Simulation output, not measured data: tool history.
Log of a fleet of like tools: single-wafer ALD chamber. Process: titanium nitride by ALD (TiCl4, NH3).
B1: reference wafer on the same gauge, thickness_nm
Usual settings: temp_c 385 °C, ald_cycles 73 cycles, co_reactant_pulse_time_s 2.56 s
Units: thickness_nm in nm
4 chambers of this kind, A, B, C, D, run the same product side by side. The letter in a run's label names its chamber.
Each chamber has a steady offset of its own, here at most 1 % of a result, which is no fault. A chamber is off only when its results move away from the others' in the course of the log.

Run 1D, day 0.604: usual settings; B1 1.7406. Result: thickness_nm 1.5924 nm.
Run 2A, day 1.162: usual settings; B1 1.7416. Result: thickness_nm 1.6075 nm.
Run 3C, day 1.779: usual settings; B1 1.741. Result: thickness_nm 1.6046 nm.
Run 4B, day 2.379: usual settings; B1 1.7416. Result: thickness_nm 1.6165 nm.
Run 5D, day 2.783: usual settings; B1 1.7419. Result: thickness_nm 1.5982 nm.
Run 6C, day 3.1: usual settings; B1 1.7416. Result: thickness_nm 1.6081 nm.
Run 7A, day 3.508: usual settings; B1 1.7418. Result: thickness_nm 1.6077 nm.
Run 8B, day 4.121: usual settings; B1 1.7429. Result: thickness_nm 1.617 nm.
Run 9A, day 4.488: usual settings; B1 1.7434. Result: thickness_nm 1.6088 nm.
Run 10D, day 5.071: usual settings; B1 1.7431. Result: thickness_nm 1.6042 nm.
Run 11C, day 5.542: usual settings; B1 1.7432. Result: thickness_nm 1.607 nm.
Run 12B, day 5.938: usual settings but co_reactant_pulse_time_s 3.09 s; B1 1.7441. Result: thickness_nm 1.6312 nm.
Run 13B, day 6.517: usual settings but co_reactant_pulse_time_s 3.09 s; B1 1.7444. Result: thickness_nm 1.6336 nm.
Run 14A, day 6.983: usual settings but co_reactant_pulse_time_s 3.09 s; B1 1.7449. Result: thickness_nm 1.6289 nm.
Run 15C, day 7.442: usual settings but co_reactant_pulse_time_s 3.09 s; B1 1.7457. Result: thickness_nm 1.6205 nm.
Run 16D, day 8.079: usual settings; B1 1.7457. Result: thickness_nm 1.5998 nm.
Run 17A, day 8.671: usual settings; B1 1.7459. Result: thickness_nm 1.6137 nm.
Run 18B, day 9.121: usual settings but temp_c 373 °C; B1 1.7455. Result: thickness_nm 1.6121 nm.
Run 19C, day 9.683: usual settings but temp_c 373 °C; B1 1.7467. Result: thickness_nm 1.5879 nm.
Run 20D, day 10.35: usual settings but temp_c 373 °C; B1 1.7468. Result: thickness_nm 1.586 nm.
Run 21D, day 10.821: usual settings but temp_c 373 °C; B1 1.7479. Result: thickness_nm 1.5896 nm.
Run 22B, day 11.375: usual settings; B1 1.7485. Result: thickness_nm 1.6228 nm.
At day 11.454: chamber D: thermocouple changed; heater temperature recalibrated.
Run 23C, day 12.025: usual settings but temp_c 390 °C; B1 1.7491. Result: thickness_nm 1.6115 nm.
Run 24A, day 12.379: usual settings but temp_c 390 °C; B1 1.7485. Result: thickness_nm 1.6192 nm.
Run 25D, day 12.912: usual settings but temp_c 390 °C; B1 1.7477. Result: thickness_nm 1.6159 nm.
Run 26C, day 13.438: usual settings but temp_c 390 °C; B1 1.7491. Result: thickness_nm 1.6222 nm.
Run 27B, day 13.892: usual settings; B1 1.7494. Result: thickness_nm 1.6243 nm.
Run 28A, day 14.179: usual settings; B1 1.7496. Result: thickness_nm 1.6175 nm.
Run 29A, day 14.792: usual settings; B1 1.7494. Result: thickness_nm 1.6162 nm.
Run 30B, day 15.346: usual settings but ald_cycles 67 cycles, co_reactant_pulse_time_s 3.03 s; B1 1.7504. Result: thickness_nm 1.5011 nm.
Run 31D, day 15.767: usual settings but ald_cycles 67 cycles, co_reactant_pulse_time_s 3.03 s; B1 1.7505. Result: thickness_nm 1.4891 nm.
Run 32C, day 16.196: usual settings but ald_cycles 67 cycles, co_reactant_pulse_time_s 3.03 s; B1 1.7512. Result: thickness_nm 1.4914 nm.
Run 33C, day 16.758: usual settings but ald_cycles 67 cycles, co_reactant_pulse_time_s 3.03 s; B1 1.7516. Result: thickness_nm 1.4948 nm.
Run 34A, day 17.088: usual settings but temp_c 390 °C; B1 1.7522. Result: thickness_nm 1.6186 nm.
Run 35D, day 17.496: usual settings but temp_c 390 °C; B1 1.7514. Result: thickness_nm 1.6186 nm.

All 4 chambers run these settings next. Forecast each chamber's results:
Run 36A, day 17.975: usual settings. Result: thickness_nm ?.
Run 36B, day 17.975: usual settings. Result: thickness_nm ?.
Run 36C, day 17.975: usual settings. Result: thickness_nm ?.
Run 36D, day 17.975: usual settings. Result: thickness_nm ?.

run  thickness_nm
36A        1.6154
36B        1.6288
36C         1.617
36D        1.6046
